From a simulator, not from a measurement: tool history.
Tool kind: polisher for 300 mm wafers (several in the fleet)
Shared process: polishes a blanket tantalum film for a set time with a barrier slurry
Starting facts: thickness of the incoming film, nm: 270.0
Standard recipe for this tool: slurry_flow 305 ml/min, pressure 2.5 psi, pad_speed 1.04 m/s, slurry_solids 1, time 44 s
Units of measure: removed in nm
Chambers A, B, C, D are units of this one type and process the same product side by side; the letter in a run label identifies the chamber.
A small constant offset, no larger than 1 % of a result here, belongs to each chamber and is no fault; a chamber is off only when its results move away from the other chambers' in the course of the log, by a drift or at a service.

run    day  slurry_flow  pressure  pad_speed  slurry_solids  time  wafers polished on this pad  hours since the slurry nozzle was cleaned  hours since the head pressure was calibrated  hours since the slurry blender was calibrated  removed
 1D  0.238          305       2.5       1.04              1    44                          466                                      368.1                                         459.3                                           10.3   101.14
 2A  0.408          305       2.5       1.04              1    44                          939                                       81.3                                        1236.7                                          436.6   102.62
 3C  0.683          305       2.5       1.04              1    44                          255                                       54.7                                         155.6                                           88.3   102.51
 4B  0.888          305       2.5       1.04              1    44                          608                                      217.1                                         191.7                                           34.9   101.48
 5C  1.054          305       2.5       1.04              1    44                          352                                       63.6                                         164.5                                           97.2   104.72
      1.15  -- chamber D: worn pad replaced by a new one
 6D  1.267          305       2.5       1.04              1    52                           31                                      392.8                                           484                                             35   121.31
     1.325  -- chamber B: slurry nozzle cleaned
 7B   1.45          305       2.5       1.04              1    52                          755                                          3                                         205.2                                           48.4   121.46
     1.542  -- chamber A: slurry blender recalibrated
 8A  1.717          305       2.5       1.04              1    52                         1281                                      112.7                                        1268.1                                            4.3    115.7
     1.946  -- chamber A: worn pad replaced by a new one
 9A  1.967          305       2.5       1.04              1    52                            6                                      118.7                                        1274.1                                           10.3   118.14
10C  2.204          305       2.5       1.04              1    44                          652                                       91.2                                         192.1                                          124.8   103.14
11D  2.396          305       2.5       1.04              1    44                          325                                      419.9                                         511.1                                           62.1    100.3
12B  2.625          305       2.5       1.04              1    44                         1061                                       31.2                                         233.4                                           76.6   102.23
13A   2.75          305       2.5       1.04              1    44                          210                                      137.5                                        1292.9                                           29.1   101.27
     2.829  -- chamber B: worn pad replaced by a new one
14C  2.892          305       2.5       1.04              1    44                          831                                      107.7                                         208.6                                          141.3   100.99
15B  3.104          305       2.5       1.04              1    44                           72                                       42.7                                         244.9                                           88.1   101.69
16D  3.254          305       2.5       1.04              1    30                          549                                      440.5                                         531.7                                           82.7   67.755
17A  3.408          305       2.5       1.04              1    30                          382                                      153.3                                        1308.7                                           44.9   69.304
18C  3.571          305       2.5       1.04              1    30                         1008                                        124                                         224.9                                          157.6   69.234
19D  3.717          305       2.5       1.04              1    30                          669                                      451.6                                         542.8                                           93.8   69.344
20B  3.979          305       2.5       1.04              1    44                          300                                       63.7                                         265.9                                          109.1   104.67
     4.004  -- chamber D: worn pad replaced by a new one
     4.067  -- chamber C: slurry blender recalibrated
21A  4.254          305       2.5       1.04              1    44                          602                                      173.6                                          1329                                           65.2   104.76
     4.446  -- chamber C: worn pad replaced by a new one
22C   4.45          305       2.5       1.04              1    44                            1                                      145.1                                           246                                            9.2   100.42
23D  4.704          305       2.5       1.04              1    44                          183                                      475.3                                         566.5                                          117.5   101.16
24B  4.888          305       2.5       1.04              1    44                          537                                       85.5                                         287.7                                          130.9   103.08
25A  5.012          305       2.5       1.04              1    44                          800                                      191.8                                        1347.2                                           83.4   102.03
     5.112  -- chamber B: slurry blender recalibrated
26C  5.238          305       2.5       1.04              1    44                          206                                        164                                         264.9                                           28.1   103.58
27B  5.421          305       2.5       1.04              1    44                          676                                       98.3                                         300.5                                            7.4   100.59
28D  5.675          305       2.5       1.04              1    44                          436                                      498.6                                         589.8                                          140.8   99.543
29B  5.825          305       2.5       1.04              1    44                          781                                        108                                         310.2                                           17.1   103.82
30A  5.988          305       2.5       1.04              1    44                         1054                                      215.2                                        1370.6                                          106.8   100.71
31C  6.146          305       2.5       1.04              1    44                          443                                      185.8                                         286.7                                           49.9    103.7
32D  6.379          305       2.5       1.04              1    44                          619                                      515.5                                         606.7                                          157.7   101.72
     6.638  -- chamber A: worn pad replaced by a new one
33A  6.654          305       2.5       1.04              1    44                            5                                      231.2                                        1386.6                                          122.8   100.94

Read the log: is a single chamber off, either drifting away or since a service, is the gauge that measures every chamber drifting, or is nothing wrong beyond small per-chamber offsets? Name any odd chamber and what most likely caused it.

Nothing is wrong: each chamber keeps only its own small, steady offset and the gauge holds still.

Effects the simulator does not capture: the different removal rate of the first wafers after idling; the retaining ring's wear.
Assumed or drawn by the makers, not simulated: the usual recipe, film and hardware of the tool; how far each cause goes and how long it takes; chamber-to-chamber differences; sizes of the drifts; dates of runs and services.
